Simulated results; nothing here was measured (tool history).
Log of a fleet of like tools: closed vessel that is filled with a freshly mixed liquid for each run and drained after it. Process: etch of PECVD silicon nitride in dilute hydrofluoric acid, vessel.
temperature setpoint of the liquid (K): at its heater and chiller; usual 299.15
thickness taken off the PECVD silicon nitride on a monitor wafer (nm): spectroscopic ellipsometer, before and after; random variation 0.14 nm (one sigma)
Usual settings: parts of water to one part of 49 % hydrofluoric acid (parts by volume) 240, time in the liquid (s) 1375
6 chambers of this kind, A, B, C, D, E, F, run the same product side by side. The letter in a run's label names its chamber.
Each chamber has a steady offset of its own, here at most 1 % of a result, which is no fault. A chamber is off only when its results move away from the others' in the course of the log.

run,hour,temperature setpoint of the liquid (K),parts of water to one part of 49 % hydrofluoric acid (parts by volume),time in the liquid (s),"read-back film thickness of the PECVD silicon nitride reference wafer, read on the same gauge (nm)",thickness taken off the PECVD silicon nitride on a monitor wafer (nm)
1B,9.2,299.15,240,1375,130,15.168
2C,17.4,299.15,240,1375,130.03,15.188
3A,26.1,299.15,240,1375,130.01,15.607
# hour 28.3: chamber E: hydrofluoric acid flow meter replaced
4F,30.9,299.15,240,1375,130.01,15.742
5E,35.9,299.15,240,1375,130.01,15.305
# hour 37.8: chamber D: hydrofluoric acid flow meter replaced
6D,45.4,299.15,305,1375,130.01,12.257
7A,50.7,299.15,305,1375,129.98,12.196
8F,59.9,299.15,305,1375,130.01,12.096
9C,64.6,299.15,305,1375,129.94,11.831
10B,73.7,299.15,305,1375,129.97,12.321
11D,81,299.15,305,1375,129.99,12.099
12E,87.9,299.15,240,1375,130,15.371
13D,94.5,299.15,240,1375,129.99,15.345
14C,101.2,299.15,240,1375,130.01,15.448
15E,109.1,299.15,240,1000,130,11.236
16A,114.3,299.15,240,1000,130.02,11.194
17B,121.4,299.15,240,1000,130.01,11.432
18F,127.2,299.15,240,1000,129.98,11.502
19F,134.7,299.15,240,1000,130.06,11.5
20A,143.7,299.15,240,1000,130,11.014
21E,152,299.15,240,1375,130.03,15.366
22B,158.3,299.15,240,1375,130.02,15.503
23C,167.1,299.15,340,1375,129.97,10.705
24D,175.9,299.15,340,1375,129.97,10.966
25C,181.3,299.15,340,1375,130.02,10.625
26A,187.5,299.15,340,1375,130,10.6
27D,192.5,299.15,340,1375,130.01,11.017
28B,199.9,299.15,340,1375,130,11.082
29E,204.5,304.15,140,1375,130,35.704
30F,210.6,304.15,140,1375,129.98,37.135
31D,219.9,304.15,140,1375,130,35.956
32A,228.1,304.15,140,1375,129.99,34.087
33C,233.9,304.15,140,1375,129.99,36.269
34E,243.5,304.15,140,1375,129.96,35.844
35F,253,299.15,240,1375,130,15.73
36B,257.2,304.15,240,905,130,13.808
37A,265.3,304.15,240,905,130,12.563
38F,271.8,304.15,240,905,130,14.128
39D,277,304.15,240,905,130.03,13.65
40E,284.6,304.15,240,905,130.02,13.773

Is one chamber off against the others, does the gauge drift, or is nothing wrong? If a chamber is off, say which, and what the likeliest cause is.

Chamber A drifts away from the others.
Cause: hydrofluoric acid flow below the setpoint (%) = 8.63.
The log may not tell that from: liquid colder than its thermometer reads (K).

Here are 4 candidates for chamber A's next run, each the usual settings with a change, their results left as question marks. Which one brings its results back in line with what the others give on the usual settings?
In line means no further than this from the other chambers' mean on the usual settings: thickness taken off the PECVD silicon nitride on a monitor wafer (nm) 0.49
41A-1,291.5,299.15,225,1500,,?
41A-2,291.5,298.65,250,1280,,?
41A-3,291.5,299.15,250,1300,,?
41A-4,291.5,299.65,225,1375,,?

The other chambers' mean on the usual settings: thickness taken off the PECVD silicon nitride on a monitor wafer (nm) 15.478
run,thickness taken off the PECVD silicon nitride on a monitor wafer (nm)
41A-1,16.475
41A-2,12.29
41A-3,12.866
41A-4,15.568
41A-4 brings the chamber back in line.
